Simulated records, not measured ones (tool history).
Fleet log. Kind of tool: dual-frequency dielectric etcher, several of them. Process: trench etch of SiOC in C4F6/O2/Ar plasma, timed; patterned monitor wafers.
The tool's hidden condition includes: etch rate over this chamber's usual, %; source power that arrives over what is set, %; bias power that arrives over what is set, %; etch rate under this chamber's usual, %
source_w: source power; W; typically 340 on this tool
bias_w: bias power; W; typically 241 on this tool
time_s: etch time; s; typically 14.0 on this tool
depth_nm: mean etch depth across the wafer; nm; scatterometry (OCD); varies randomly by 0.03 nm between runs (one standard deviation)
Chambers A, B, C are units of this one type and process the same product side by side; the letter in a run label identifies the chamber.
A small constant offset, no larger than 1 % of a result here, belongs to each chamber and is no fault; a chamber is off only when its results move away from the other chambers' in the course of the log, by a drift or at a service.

run	hour	source_w	bias_w	time_s	hours since the last wet clean	hours since the last source power generator calibration	hours since the last bias power generator calibration	read-back reference wafer on the same gauge, depth_nm	depth_nm
1A	7.6	340	241	14.0	471.2	117.5	2208.4	24.296	30.226
2C	23.3	340	241	14.0	167.9	1733.6	1353.8	24.294	30.032
3B	34.0	340	241	14.0	293.6	2415.3	1326.6	24.294	29.849
4B	50.2	340	241	14.0	309.8	2431.5	1342.8	24.290	29.864
5C	61.9	340	241	14.0	206.5	1772.2	1392.4	24.287	29.992
6A	76.9	340	241	14.0	540.5	186.8	2277.7	24.288	30.229
# hour 79.0: chamber A: wet clean of the chamber
7A	90.2	340	241	14.0	11.3	200.1	2291.0	24.287	30.193
# hour 99.4: chamber C: source power generator calibrated
8C	101.0	340	241	14.0	245.6	1.7	1431.5	24.282	30.015
9B	108.5	290	241	10.5	368.1	2489.8	1401.1	24.278	21.118
10B	116.0	290	241	10.5	375.6	2497.3	1408.6	24.275	21.086
11C	128.4	290	241	10.5	273.0	29.1	1458.9	24.281	21.164
12A	135.8	340	241	14.0	56.9	245.7	2336.6	24.271	30.213
13B	148.8	340	241	14.0	408.4	2530.1	1441.4	24.268	29.936
14A	162.9	340	241	14.0	84.0	272.8	2363.7	24.267	30.167
15C	176.8	340	241	14.0	321.4	77.5	1507.3	24.273	29.957
16B	192.5	340	241	14.0	452.1	2573.8	1485.1	24.258	29.864
17C	201.9	340	241	14.0	346.5	102.6	1532.4	24.265	29.993
18A	215.1	340	241	14.0	136.2	325.0	2415.9	24.258	30.207
19A	224.9	340	241	14.0	146.0	334.8	2425.7	24.257	30.145
20B	239.5	340	241	14.0	499.1	2620.8	1532.1	24.258	29.853
21C	254.5	420	241	16.5	399.1	155.2	1585.0	24.250	38.284
22B	263.7	420	241	16.5	523.3	2645.0	1556.3	24.253	38.054
23A	271.0	420	241	16.5	192.1	380.9	2471.8	24.252	38.514
24C	280.6	340	241	14.0	425.2	181.3	1611.1	24.246	29.949
25C	288.9	340	241	14.0	433.5	189.6	1619.4	24.248	29.954
26B	296.9	340	241	14.0	556.5	2678.2	1589.5	24.240	29.852
# hour 299.7: chamber B: wet clean of the chamber
27A	308.2	340	241	14.0	229.3	418.1	2509.0	24.243	30.173
# hour 316.1: chamber C: wet clean of the chamber
28B	320.6	340	241	14.0	20.9	2701.9	1613.2	24.241	29.816
29C	336.0	340	241	14.0	20.0	236.7	1666.5	24.236	29.920
30A	350.7	290	241	14.0	271.8	460.6	2551.5	24.237	28.359
31B	362.9	290	241	14.0	63.2	2744.2	1655.5	24.233	28.114
32C	378.1	290	241	14.0	62.1	278.8	1708.6	24.228	28.180
33A	394.5	340	241	14.0	315.6	504.4	2595.3	24.225	30.165
34A	406.3	340	241	14.0	327.4	516.2	2607.1	24.223	30.129
35B	413.8	340	241	14.0	114.1	2795.1	1706.4	24.227	29.791
36C	425.3	340	241	10.5	109.3	326.0	1755.8	24.221	22.420
37A	439.4	340	241	10.5	360.5	549.3	2640.2	24.211	22.565
# hour 444.4: chamber A: bias power generator calibrated
38B	449.1	340	241	10.5	149.4	2830.4	1741.7	24.218	22.279
39C	458.0	340	241	14.0	142.0	358.7	1788.5	24.216	29.916
40C	473.5	340	241	14.0	157.5	374.2	1804.0	24.216	29.953
41A	485.1	340	241	14.0	406.2	595.0	40.8	24.205	30.099
42B	498.1	340	241	14.0	198.4	2879.4	1790.7	24.200	29.742
43A	514.0	340	241	14.0	435.1	623.9	69.7	24.203	30.079
44B	523.9	340	241	14.0	224.2	2905.2	1816.5	24.203	29.731

One chamber off, gauge drift, or nothing amiss beyond the chambers' own small offsets? If it is a chamber, which one, and what is the likeliest cause?

No chamber is off; the gauge reading every chamber's wafers drifts, which makes the whole fleet appear to move together.
Likeliest cause: gauge reads low (%) = 0.413.
